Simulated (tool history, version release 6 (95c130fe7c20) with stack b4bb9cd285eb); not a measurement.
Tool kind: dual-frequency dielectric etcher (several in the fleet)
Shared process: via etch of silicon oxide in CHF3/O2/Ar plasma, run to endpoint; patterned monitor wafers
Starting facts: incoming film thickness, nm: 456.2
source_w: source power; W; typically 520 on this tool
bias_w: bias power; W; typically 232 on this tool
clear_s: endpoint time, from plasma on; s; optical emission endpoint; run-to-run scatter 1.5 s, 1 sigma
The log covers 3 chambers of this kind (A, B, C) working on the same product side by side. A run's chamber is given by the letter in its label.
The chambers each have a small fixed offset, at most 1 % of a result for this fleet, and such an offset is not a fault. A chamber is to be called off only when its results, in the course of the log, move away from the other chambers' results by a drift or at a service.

run	hour	source_w	bias_w	hours since the last wet clean	hours since the last source power generator calibration	hours since the last bias power generator calibration	clear_s
1C	12.4	520	232	388.5	1572.2	1833.9	221.96
2B	26.2	520	232	462.3	2627.3	1611.7	220.82
3A	33.6	520	232	318.4	1444.3	3939.6	222.92
4C	47.2	520	232	423.3	1607.0	1868.7	220.33
5B	54.4	520	232	490.5	2655.5	1639.9	220.96
6A	68.9	520	232	353.7	1479.6	3974.9	223.98
# hour 71.4: chamber C: wet clean of the chamber
7A	76.3	610	183	361.1	1487.0	3982.3	227.79
8C	89.3	610	183	18.0	1649.1	1910.8	228.35
9B	100.0	610	183	536.1	2701.1	1685.5	226.62
10A	114.2	520	232	399.0	1524.9	4020.2	222.55
11B	124.8	520	232	560.9	2725.9	1710.3	223.43
12C	134.4	520	232	63.1	1694.2	1955.9	223.05
13A	144.0	520	232	428.8	1554.7	4050.0	223.95
14B	152.2	580	259	588.3	2753.3	1737.7	205.97
# hour 160.5: chamber A: bias power generator calibrated
15C	167.1	580	259	95.8	1726.9	1988.6	204.83
# hour 175.0: chamber B: wet clean of the chamber
16C	176.5	580	259	105.2	1736.3	1998.0	203.29
17B	191.4	520	232	16.4	2792.5	1776.9	222.63
18A	200.1	520	232	484.9	1610.8	39.7	227.18
19B	212.7	520	232	37.7	2813.8	1798.2	223.14
20A	223.4	520	232	508.2	1634.1	63.0	228.55
21C	235.4	520	232	164.1	1795.2	2056.9	220.07
22A	248.8	520	232	533.6	1659.5	88.4	225.38
23B	257.1	520	232	82.1	2858.2	1842.6	225.70
24C	263.8	520	232	192.5	1823.6	2085.3	224.42
25C	273.9	520	232	202.6	1833.7	2095.4	224.16
26A	281.4	520	232	566.2	1692.1	121.0	229.02
27B	288.3	520	232	113.3	2889.4	1873.8	220.43
28A	296.2	520	232	581.0	1706.9	135.8	229.63
29B	302.9	520	232	127.9	2904.0	1888.4	223.73
30C	315.1	520	232	243.8	1874.9	2136.6	224.49
31A	323.2	410	254	608.0	1733.9	162.8	243.22
32C	337.5	410	254	266.2	1897.3	2159.0	235.89
33B	346.5	410	254	171.5	2947.6	1932.0	235.99
34A	354.8	520	232	639.6	1765.5	194.4	229.05
35C	367.0	520	232	295.7	1926.8	2188.5	222.52
36B	379.0	520	232	204.0	2980.1	1964.5	222.07
37B	391.0	520	232	216.0	2992.1	1976.5	224.99
38A	404.8	520	232	689.6	1815.5	244.4	233.98
39C	417.6	520	232	346.3	1977.4	2239.1	220.80
40C	426.5	520	232	355.2	1986.3	2248.0	224.69

The same settings go to every chamber for the next run, one line per chamber below. Forecast the results for each:
41A	437.5	520	284				?
41B	437.5	520	284				?
41C	437.5	520	284				?

run	clear_s
41A	217.09
41B	206.38
41C	205.63
